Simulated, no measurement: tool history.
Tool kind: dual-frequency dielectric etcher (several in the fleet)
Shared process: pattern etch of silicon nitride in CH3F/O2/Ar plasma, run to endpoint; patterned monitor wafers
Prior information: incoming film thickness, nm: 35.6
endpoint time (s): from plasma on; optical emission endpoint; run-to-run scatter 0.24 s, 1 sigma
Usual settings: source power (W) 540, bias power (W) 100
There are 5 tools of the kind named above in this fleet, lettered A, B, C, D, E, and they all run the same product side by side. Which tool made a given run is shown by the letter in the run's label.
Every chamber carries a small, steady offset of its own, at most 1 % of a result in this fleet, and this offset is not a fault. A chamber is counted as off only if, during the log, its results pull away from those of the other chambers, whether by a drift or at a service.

Run 1B, hour 4.6: usual settings. Result: endpoint time (s) 40.745.
Run 2D, hour 7.2: usual settings. Result: endpoint time (s) 41.507.
Run 3A, hour 10.8: usual settings. Result: endpoint time (s) 41.174.
Run 4E, hour 14.9: usual settings. Result: endpoint time (s) 41.555.
Run 5C, hour 17.1: usual settings. Result: endpoint time (s) 41.149.
Run 6C, hour 21.8: usual settings. Result: endpoint time (s) 41.346.
Run 7E, hour 24.4: usual settings. Result: endpoint time (s) 41.308.
Run 8A, hour 26.9: usual settings. Result: endpoint time (s) 41.405.
Run 9D, hour 29.2: usual settings. Result: endpoint time (s) 41.357.
Run 10B, hour 33.0: usual settings. Result: endpoint time (s) 40.880.
Run 11E, hour 35.5: usual settings. Result: endpoint time (s) 41.097.
Run 12C, hour 38.2: usual settings. Result: endpoint time (s) 41.088.
Run 13B, hour 41.7: usual settings. Result: endpoint time (s) 40.417.
Run 14D, hour 45.5: usual settings. Result: endpoint time (s) 41.073.
At hour 46.7: chamber C: wet clean of the chamber.
Run 15A, hour 48.3: usual settings but source power (W) 610, bias power (W) 121. Result: endpoint time (s) 36.873.
Run 16C, hour 52.1: usual settings but source power (W) 610, bias power (W) 121. Result: endpoint time (s) 37.007.
Run 17D, hour 56.4: usual settings but source power (W) 610, bias power (W) 121. Result: endpoint time (s) 36.937.
Run 18B, hour 60.5: usual settings but source power (W) 610, bias power (W) 121. Result: endpoint time (s) 36.553.
Run 19A, hour 63.6: usual settings but source power (W) 610, bias power (W) 121. Result: endpoint time (s) 36.755.
Run 20E, hour 68.0: usual settings. Result: endpoint time (s) 41.268.
Run 21D, hour 72.0: usual settings. Result: endpoint time (s) 41.800.
Run 22B, hour 75.5: usual settings. Result: endpoint time (s) 40.884.
Run 23C, hour 78.6: usual settings. Result: endpoint time (s) 41.107.
Run 24A, hour 81.8: usual settings. Result: endpoint time (s) 41.248.
At hour 82.9: chamber B: bias power generator calibrated.
Run 25E, hour 84.5: usual settings. Result: endpoint time (s) 41.178.
Run 26B, hour 89.1: usual settings. Result: endpoint time (s) 41.281.
Run 27E, hour 92.3: usual settings. Result: endpoint time (s) 41.471.
At hour 93.3: chamber D: wet clean of the chamber.
Run 28A, hour 95.1: usual settings. Result: endpoint time (s) 41.311.
At hour 98.6: chamber E: wet clean of the chamber.
Run 29D, hour 98.9: usual settings. Result: endpoint time (s) 41.222.
Run 30C, hour 101.7: usual settings. Result: endpoint time (s) 40.664.
Run 31B, hour 103.9: usual settings. Result: endpoint time (s) 40.738.
Run 32E, hour 106.8: usual settings. Result: endpoint time (s) 41.573.
Run 33C, hour 110.3: usual settings but bias power (W) 79. Result: endpoint time (s) 44.844.
Run 34D, hour 113.9: usual settings but bias power (W) 79. Result: endpoint time (s) 44.524.
Run 35A, hour 116.3: usual settings but bias power (W) 79. Result: endpoint time (s) 44.846.
Run 36B, hour 119.6: usual settings but bias power (W) 79. Result: endpoint time (s) 44.190.

Next, every chamber runs the same settings. What will each give?
Run 37A, hour 123.0: usual settings but bias power (W) 118. Result: endpoint time (s) ?.
Run 37B, hour 123.0: usual settings but bias power (W) 118. Result: endpoint time (s) ?.
Run 37C, hour 123.0: usual settings but bias power (W) 118. Result: endpoint time (s) ?.
Run 37D, hour 123.0: usual settings but bias power (W) 118. Result: endpoint time (s) ?.
Run 37E, hour 123.0: usual settings but bias power (W) 118. Result: endpoint time (s) ?.

run  endpoint time (s)
37A             38.602
37B             38.700
37C             39.047
37D             38.907
37E             38.838
